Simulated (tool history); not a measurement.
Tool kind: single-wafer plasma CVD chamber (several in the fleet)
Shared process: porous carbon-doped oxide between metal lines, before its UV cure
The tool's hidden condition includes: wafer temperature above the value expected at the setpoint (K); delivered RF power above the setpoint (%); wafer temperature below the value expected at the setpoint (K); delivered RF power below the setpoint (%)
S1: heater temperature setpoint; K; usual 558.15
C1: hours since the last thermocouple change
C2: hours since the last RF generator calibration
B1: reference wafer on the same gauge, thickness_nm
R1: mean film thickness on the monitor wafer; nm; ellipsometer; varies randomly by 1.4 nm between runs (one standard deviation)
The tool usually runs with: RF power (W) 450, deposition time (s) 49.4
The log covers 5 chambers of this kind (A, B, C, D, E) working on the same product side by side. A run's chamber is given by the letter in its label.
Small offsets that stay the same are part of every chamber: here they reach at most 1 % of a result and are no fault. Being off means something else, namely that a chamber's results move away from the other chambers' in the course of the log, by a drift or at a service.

Run 1D, hour 3.8: usual settings; C1 1364.9; C2 805.2; B1 239.98. Result: R1 267.27 nm.
Run 2A, hour 11.1: usual settings; C1 528.8; C2 339.0; B1 240.11. Result: R1 270.07 nm.
Run 3C, hour 15.5: usual settings; C1 2212.6; C2 216.4; B1 240.06. Result: R1 267.31 nm.
Run 4B, hour 19.8: usual settings; C1 648.8; C2 772.3; B1 239.82. Result: R1 266.32 nm.
At hour 22.3: chamber C: thermocouple changed; heater temperature recalibrated.
Run 5E, hour 25.3: usual settings; C1 2561.7; C2 615.1; B1 239.48. Result: R1 268.10 nm.
Run 6B, hour 30.7: usual settings; C1 659.7; C2 783.2; B1 240.08. Result: R1 267.89 nm.
Run 7E, hour 35.8: usual settings; C1 2572.2; C2 625.6; B1 239.88. Result: R1 264.82 nm.
Run 8D, hour 42.4: usual settings but S1 544.15 K, RF power (W) 530; C1 1403.5; C2 843.8; B1 240.09. Result: R1 326.65 nm.
Run 9A, hour 46.2: usual settings but S1 544.15 K, RF power (W) 530; C1 563.9; C2 374.1; B1 240.04. Result: R1 328.35 nm.
Run 10C, hour 51.8: usual settings but S1 544.15 K, RF power (W) 530; C1 29.6; C2 252.7; B1 239.75. Result: R1 325.10 nm.
Run 11C, hour 56.5: usual settings but S1 544.15 K, RF power (W) 530; C1 34.3; C2 257.4; B1 240.07. Result: R1 329.69 nm.
Run 12B, hour 63.0: usual settings but S1 544.15 K, RF power (W) 530; C1 692.0; C2 815.5; B1 239.89. Result: R1 331.55 nm.
Run 13A, hour 68.6: usual settings; C1 586.3; C2 396.5; B1 240.01. Result: R1 268.52 nm.
Run 14E, hour 75.1: usual settings; C1 2611.5; C2 664.9; B1 240.14. Result: R1 265.57 nm.
Run 15D, hour 80.2: usual settings; C1 1441.3; C2 881.6; B1 240.02. Result: R1 266.15 nm.
Run 16B, hour 84.5: usual settings; C1 713.5; C2 837.0; B1 240.04. Result: R1 267.22 nm.
Run 17E, hour 88.5: usual settings but S1 563.15 K; C1 2624.9; C2 678.3; B1 240.27. Result: R1 259.56 nm.
Run 18C, hour 93.4: usual settings but S1 563.15 K; C1 71.2; C2 294.3; B1 240.09. Result: R1 259.68 nm.
Run 19A, hour 100.1: usual settings but S1 563.15 K; C1 617.8; C2 428.0; B1 239.88. Result: R1 257.87 nm.
Run 20D, hour 105.8: usual settings but S1 563.15 K; C1 1466.9; C2 907.2; B1 240.16. Result: R1 258.54 nm.
Run 21B, hour 112.7: usual settings but S1 563.15 K; C1 741.7; C2 865.2; B1 240.02. Result: R1 259.99 nm.
Run 22A, hour 116.6: usual settings but RF power (W) 485; C1 634.3; C2 444.5; B1 239.87. Result: R1 280.66 nm.
Run 23C, hour 121.8: usual settings but RF power (W) 485; C1 99.6; C2 322.7; B1 240.10. Result: R1 282.64 nm.
Run 24D, hour 128.8: usual settings but RF power (W) 485; C1 1489.9; C2 930.2; B1 240.03. Result: R1 282.22 nm.
Run 25E, hour 135.2: usual settings but RF power (W) 485; C1 2671.6; C2 725.0; B1 240.07. Result: R1 276.61 nm.
Run 26E, hour 139.6: usual settings but RF power (W) 485; C1 2676.0; C2 729.4; B1 239.80. Result: R1 275.73 nm.
Run 27B, hour 146.9: usual settings; C1 775.9; C2 899.4; B1 240.04. Result: R1 266.12 nm.
Run 28C, hour 153.0: usual settings; C1 130.8; C2 353.9; B1 240.15. Result: R1 265.50 nm.
Run 29A, hour 158.5: usual settings; C1 676.2; C2 486.4; B1 240.35. Result: R1 266.98 nm.
Run 30D, hour 164.4: usual settings; C1 1525.5; C2 965.8; B1 239.90. Result: R1 268.78 nm.
Run 31D, hour 170.6: usual settings but deposition time (s) 42.1; C1 1531.7; C2 972.0; B1 240.09. Result: R1 228.66 nm.
Run 32E, hour 174.7: usual settings but deposition time (s) 42.1; C1 2711.1; C2 764.5; B1 239.95. Result: R1 222.70 nm.
Run 33C, hour 180.0: usual settings but deposition time (s) 42.1; C1 157.8; C2 380.9; B1 239.81. Result: R1 229.78 nm.
Run 34B, hour 184.2: usual settings but deposition time (s) 42.1; C1 813.2; C2 936.7; B1 240.07. Result: R1 229.30 nm.
Run 35A, hour 190.5: usual settings but deposition time (s) 42.1; C1 708.2; C2 518.4; B1 239.93. Result: R1 227.46 nm.
Run 36A, hour 197.5: usual settings; C1 715.2; C2 525.4; B1 239.88. Result: R1 267.94 nm.
Run 37E, hour 202.6: usual settings; C1 2739.0; C2 792.4; B1 240.01. Result: R1 259.74 nm.
Run 38D, hour 207.5: usual settings; C1 1568.6; C2 1008.9; B1 240.11. Result: R1 268.68 nm.
Run 39C, hour 213.1: usual settings but S1 570.15 K; C1 190.9; C2 414.0; B1 239.69. Result: R1 247.70 nm.
Run 40B, hour 219.1: usual settings but S1 570.15 K; C1 848.1; C2 971.6; B1 240.09. Result: R1 248.72 nm.
Run 41B, hour 226.3: usual settings but S1 570.15 K; C1 855.3; C2 978.8; B1 240.28. Result: R1 249.56 nm.
Run 42A, hour 232.0: usual settings but S1 570.15 K; C1 749.7; C2 559.9; B1 240.09. Result: R1 248.57 nm.
Run 43D, hour 236.4: usual settings but S1 570.15 K; C1 1597.5; C2 1037.8; B1 239.95. Result: R1 250.39 nm.

Does one chamber stand apart from the rest, does the shared gauge drift, or is all well apart from small per-chamber offsets? Give the chamber and the most likely cause, where there is one.

It is chamber E that slowly wanders off from its peers.
Cause: delivered RF power below the setpoint (%) = 4.63.
From this log alone, it may not be told apart from: wafer temperature above the value expected at the setpoint (K).

Here are 4 candidates for chamber E's next run, each the usual settings with a change, their results left as question marks. Which one brings its results back in line with what the others give on the usual settings?
A result is in line if it is within this distance of the other chambers' mean on the usual settings: R1 4.80 nm
Run 44E-1, hour 241.7: usual settings but S1 557.15 K. Result: R1 ?.
Run 44E-2, hour 241.7: usual settings but S1 559.15 K, RF power (W) 440, deposition time (s) 48.3. Result: R1 ?.
Run 44E-3, hour 241.7: usual settings but S1 559.15 K. Result: R1 ?.
Run 44E-4, hour 241.7: usual settings but deposition time (s) 51.4. Result: R1 ?.

Average result of the remaining chambers running the usual settings: R1 267.85 nm
  run      R1
44E-1  258.76
44E-2  245.73
44E-3  255.56
44E-4  267.35
44E-4 brings the chamber back in line.
